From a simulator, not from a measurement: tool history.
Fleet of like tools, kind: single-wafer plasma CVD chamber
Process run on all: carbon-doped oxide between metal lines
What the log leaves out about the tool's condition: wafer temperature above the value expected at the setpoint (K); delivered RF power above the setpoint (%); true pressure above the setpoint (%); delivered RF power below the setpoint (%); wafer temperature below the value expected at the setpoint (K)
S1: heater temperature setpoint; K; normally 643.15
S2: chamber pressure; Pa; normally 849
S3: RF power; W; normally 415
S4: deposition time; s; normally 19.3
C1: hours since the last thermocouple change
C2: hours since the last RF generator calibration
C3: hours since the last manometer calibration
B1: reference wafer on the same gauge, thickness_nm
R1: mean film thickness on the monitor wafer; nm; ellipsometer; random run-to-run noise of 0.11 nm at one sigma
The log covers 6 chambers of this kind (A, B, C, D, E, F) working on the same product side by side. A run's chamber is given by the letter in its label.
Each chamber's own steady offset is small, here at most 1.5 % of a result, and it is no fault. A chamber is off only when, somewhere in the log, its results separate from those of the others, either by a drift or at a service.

| run | hour | S1 | S2 | S3 | S4 | C1 | C2 | C3 | B1 | R1 |
|---|---|---|---|---|---|---|---|---|---|---|
| 1B | 2.5 | 643.15 | 849 | 415 | 19.3 | 386.2 | 1513.1 | 996.9 | 101.98 | 86.29 |
| 2F | 6.1 | 643.15 | 849 | 415 | 19.3 | 2197.1 | 368.4 | 801.9 | 101.98 | 84.175 |
| 3D | 8.6 | 643.15 | 849 | 415 | 19.3 | 556.4 | 454.7 | 562.8 | 101.93 | 85.554 |
| 4C | 10.8 | 643.15 | 849 | 415 | 19.3 | 2455.9 | 1256.3 | 2162.3 | 101.96 | 85.369 |
| 5E | 13.1 | 643.15 | 849 | 415 | 19.3 | 1514.1 | 492.9 | 2946.5 | 101.94 | 85.144 |
| 6A | 17.4 | 643.15 | 849 | 415 | 19.3 | 1009.1 | 848.6 | 502.9 | 101.97 | 85.22 |
| 7F | 19.8 | 643.15 | 849 | 365 | 19.3 | 2210.8 | 382.1 | 815.6 | 101.91 | 76.51 |
| 8C | 23.5 | 643.15 | 849 | 365 | 19.3 | 2468.6 | 1269 | 2175 | 101.91 | 77.385 |
| 9E | 25.8 | 643.15 | 849 | 365 | 19.3 | 1526.8 | 505.6 | 2959.2 | 101.89 | 77.129 |
| 10D | 28.7 | 643.15 | 849 | 365 | 19.3 | 576.5 | 474.8 | 582.9 | 101.85 | 77.414 |
| 11A | 31.3 | 643.15 | 849 | 365 | 19.3 | 1023 | 862.5 | 516.8 | 101.85 | 77.094 |
| 12B | 35.8 | 643.15 | 849 | 365 | 19.3 | 419.5 | 1546.4 | 1030.2 | 101.88 | 78.447 |
| 13E | 40.5 | 643.15 | 849 | 415 | 19.3 | 1541.5 | 520.3 | 2973.9 | 101.84 | 85.021 |
| 14B | 43.6 | 643.15 | 849 | 415 | 19.3 | 427.3 | 1554.2 | 1038 | 101.84 | 86.229 |
| 15C | 45.8 | 636.15 | 703 | 415 | 19.3 | 2490.9 | 1291.3 | 2197.3 | 101.79 | 85.13 |
|  | 47.4 | chamber E: capacitance manometer re-zeroed and calibrated |
| 16A | 49.5 | 636.15 | 703 | 415 | 19.3 | 1041.2 | 880.7 | 535 | 101.81 | 84.652 |
| 17D | 52 | 636.15 | 703 | 415 | 19.3 | 599.8 | 498.1 | 606.2 | 101.81 | 85.025 |
| 18F | 55.8 | 636.15 | 703 | 415 | 19.3 | 2246.8 | 418.1 | 851.6 | 101.79 | 83.611 |
| 19A | 60 | 636.15 | 703 | 415 | 19.3 | 1051.7 | 891.2 | 545.5 | 101.72 | 84.551 |
| 20E | 62.4 | 636.15 | 703 | 415 | 19.3 | 1563.4 | 542.2 | 15.1 | 101.76 | 84.705 |
| 21B | 64.7 | 643.15 | 1045 | 465 | 19.3 | 448.4 | 1575.3 | 1059.1 | 101.78 | 94.851 |
|  | 65 | chamber E: thermocouple changed; heater temperature recalibrated |
| 22D | 68.9 | 643.15 | 1045 | 465 | 19.3 | 616.7 | 515 | 623.1 | 101.74 | 94.214 |
| 23F | 71.6 | 643.15 | 1045 | 465 | 19.3 | 2262.6 | 433.9 | 867.4 | 101.69 | 92.757 |
| 24C | 75.6 | 643.15 | 1045 | 465 | 19.3 | 2520.7 | 1321.1 | 2227.1 | 101.71 | 93.882 |
| 25A | 78 | 643.15 | 1045 | 465 | 19.3 | 1069.7 | 909.2 | 563.5 | 101.69 | 93.415 |
| 26C | 81.2 | 643.15 | 1045 | 465 | 19.3 | 2526.3 | 1326.7 | 2232.7 | 101.69 | 93.691 |
| 27B | 85.7 | 643.15 | 849 | 415 | 19.3 | 469.4 | 1596.3 | 1080.1 | 101.7 | 86.173 |
| 28F | 89.6 | 643.15 | 1001 | 415 | 17.4 | 2280.6 | 451.9 | 885.4 | 101.65 | 76.76 |
| 29E | 93 | 643.15 | 1001 | 415 | 17.4 | 28.1 | 572.8 | 45.7 | 101.61 | 77.5 |
| 30D | 96.6 | 643.15 | 1001 | 415 | 17.4 | 644.4 | 542.7 | 650.8 | 101.65 | 78.064 |
| 31C | 101.2 | 643.15 | 1001 | 415 | 17.4 | 2546.3 | 1346.7 | 2252.7 | 101.59 | 77.83 |
| 32A | 106 | 643.15 | 1001 | 415 | 17.4 | 1097.7 | 937.2 | 591.5 | 101.58 | 77.331 |
| 33D | 109.3 | 643.15 | 1001 | 415 | 17.4 | 657.1 | 555.4 | 663.5 | 101.61 | 77.952 |
| 34B | 113.5 | 643.15 | 849 | 415 | 19.3 | 497.2 | 1624.1 | 1107.9 | 101.56 | 85.776 |
| 35E | 116.9 | 643.15 | 849 | 415 | 19.3 | 52 | 596.7 | 69.6 | 101.53 | 84.779 |
| 36F | 119.7 | 632.15 | 944 | 415 | 19.3 | 2310.7 | 482 | 915.5 | 101.53 | 86.928 |
| 37F | 123.4 | 632.15 | 944 | 415 | 19.3 | 2314.4 | 485.7 | 919.2 | 101.51 | 87.027 |
| 38D | 127.3 | 632.15 | 944 | 415 | 19.3 | 675.1 | 573.4 | 681.5 | 101.5 | 88.233 |
| 39E | 132.2 | 632.15 | 944 | 415 | 19.3 | 67.3 | 612 | 84.9 | 101.47 | 87.78 |

Which is it: a chamber that has drifted or been left off by a service, a gauge drift common to all chambers, or only each chamber's usual small offset? If a chamber is off, name it and its likeliest cause.

The gauge drifts, so all chambers seem to drift together. No chamber is off.
Likeliest cause: gauge reads low (%) = 0.519.
